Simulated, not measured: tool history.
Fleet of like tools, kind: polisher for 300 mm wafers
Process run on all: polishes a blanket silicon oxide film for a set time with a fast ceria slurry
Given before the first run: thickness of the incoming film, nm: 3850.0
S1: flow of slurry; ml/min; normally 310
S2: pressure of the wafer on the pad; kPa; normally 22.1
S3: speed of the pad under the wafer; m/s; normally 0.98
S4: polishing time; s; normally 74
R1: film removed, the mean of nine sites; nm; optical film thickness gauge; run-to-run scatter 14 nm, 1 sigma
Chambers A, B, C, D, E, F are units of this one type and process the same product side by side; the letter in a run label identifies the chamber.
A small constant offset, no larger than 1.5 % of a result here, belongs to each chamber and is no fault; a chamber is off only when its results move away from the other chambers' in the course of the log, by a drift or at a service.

run   hour   S1    S2    S3  S4      R1
       2.5  -- chamber E: worn pad replaced by a new one
 1C    9.3  310  22.1  0.98  74  1369.7
      14.3  -- chamber C: worn pad replaced by a new one
 2E   14.5  310  22.1  0.98  74  1385.2
      24.5  -- chamber D: worn pad replaced by a new one
 3F   24.6  310  22.1  0.98  74  1368.6
 4A   35.2  310  22.1  0.98  74    1364
      36.4  -- chamber A: slurry nozzle cleaned
 5D   44.8  310  22.1  0.98  74  1357.6
 6B   52.6  310  22.1  0.98  74  1363.7
 7C   58.5  310  22.1  0.98  74  1370.9
      62.1  -- chamber F: worn pad replaced by a new one
 8A   65.2  310  22.1  0.98  74  1344.1
      69.2  -- chamber C: slurry nozzle cleaned
 9E   71.2  310  22.1  0.98  74  1380.3
      75.7  -- chamber A: worn pad replaced by a new one
      78.2  -- chamber B: worn pad replaced by a new one
10F   80.8  310  22.1  0.98  74  1364.6
11D   87.7  310  22.1   1.3  74  1813.6
12B   92.7  310  22.1   1.3  74  1807.9
13F   97.6  310  22.1   1.3  74  1828.8
14A  102.5  310  22.1   1.3  74  1855.8
     103.6  -- chamber F: slurry nozzle cleaned
     106.5  -- chamber E: worn pad replaced by a new one
15E  109.4  310  22.1   1.3  74  1818.4
16C  114.8  310  22.1   1.3  74  1808.3
     117.5  -- chamber D: worn pad replaced by a new one
17B    122  310  22.1  0.98  74  1382.8
18D    127  310  22.1   0.7  74  988.76
     132.3  -- chamber C: head pressure recalibrated
19A  136.5  310  22.1   0.7  74  977.73
20F  141.2  310  22.1   0.7  74  993.95
21C    149  310  22.1   0.7  74  902.64
22E  155.7  310  22.1   0.7  74  982.49
     159.9  -- chamber B: slurry nozzle cleaned
23D  165.7  310  22.1   0.7  74  980.35
24B  172.1  310  22.1  0.98  74  1358.4
25E  177.7  310  22.1  0.98  74  1374.3
     182.7  -- chamber E: slurry nozzle cleaned
26A  186.1  270  22.1  0.98  88  1580.2
27F  196.4  270  22.1  0.98  88  1632.2
     200.9  -- chamber E: head pressure recalibrated
28B    203  270  22.1  0.98  88  1627.4
29D  212.2  270  22.1  0.98  88  1600.1
     217.4  -- chamber E: worn pad replaced by a new one
       222  -- chamber D: worn pad replaced by a new one
30C  222.2  270  22.1  0.98  88  1481.5
     226.1  -- chamber C: worn pad replaced by a new one
31D  230.4  270  22.1  0.98  88  1610.5
32C  240.5  310  24.8  0.98  74    1442
     244.2  -- chamber B: worn pad replaced by a new one
33A  247.7  310  24.8  0.98  74  1529.1
     249.4  -- chamber A: worn pad replaced by a new one
     250.2  -- chamber D: slurry nozzle cleaned
34F  256.8  310  24.8  0.98  74  1556.9
35E  262.9  310  24.8  0.98  74  1509.9
36B  269.5  310  24.8  0.98  74  1547.9
37A  278.4  310  24.8  0.98  74  1535.1
38B  283.8  310  22.1  0.98  74  1398.5
39F  290.2  310  22.1  0.98  74  1379.8
40D  300.3  310  22.1  0.98  74  1386.2
41E  309.6  310  22.1  0.98  74  1374.4
42C  317.3  310  22.1  0.98  74  1277.7
43B  327.1  310  22.1  0.98  74  1349.8

Which is it: a chamber that has drifted or been left off by a service, a gauge drift common to all chambers, or only each chamber's usual small offset? If a chamber is off, name it and its likeliest cause.

A service left chamber C off against the others.
Most likely cause: head's pressure below its setpoint, % = 6.56.

Chamber C could run next with any of the 4 candidate recipes listed below; each alters the usual settings, and their results appear as question marks. Which one brings its results back in line with what the other chambers deliver on the usual settings?
A result is in line if it is within this distance of the other chambers' mean on the usual settings: R1 50 nm
44C-1  334.9  310  20.7  0.98  69   ?
44C-2  334.9  310  22.8  1.02  74   ?
44C-3  334.9  185  22.1  0.98  74   ?
44C-4  334.9  310  22.1  0.98  84   ?

Other chambers, usual settings, mean: R1 1365.9 nm
  run      R1
44C-1  1110.8
44C-2  1362.2
44C-3  1196.8
44C-4    1441
44C-2 is the one that brings the chamber's results back in line with the other chambers.

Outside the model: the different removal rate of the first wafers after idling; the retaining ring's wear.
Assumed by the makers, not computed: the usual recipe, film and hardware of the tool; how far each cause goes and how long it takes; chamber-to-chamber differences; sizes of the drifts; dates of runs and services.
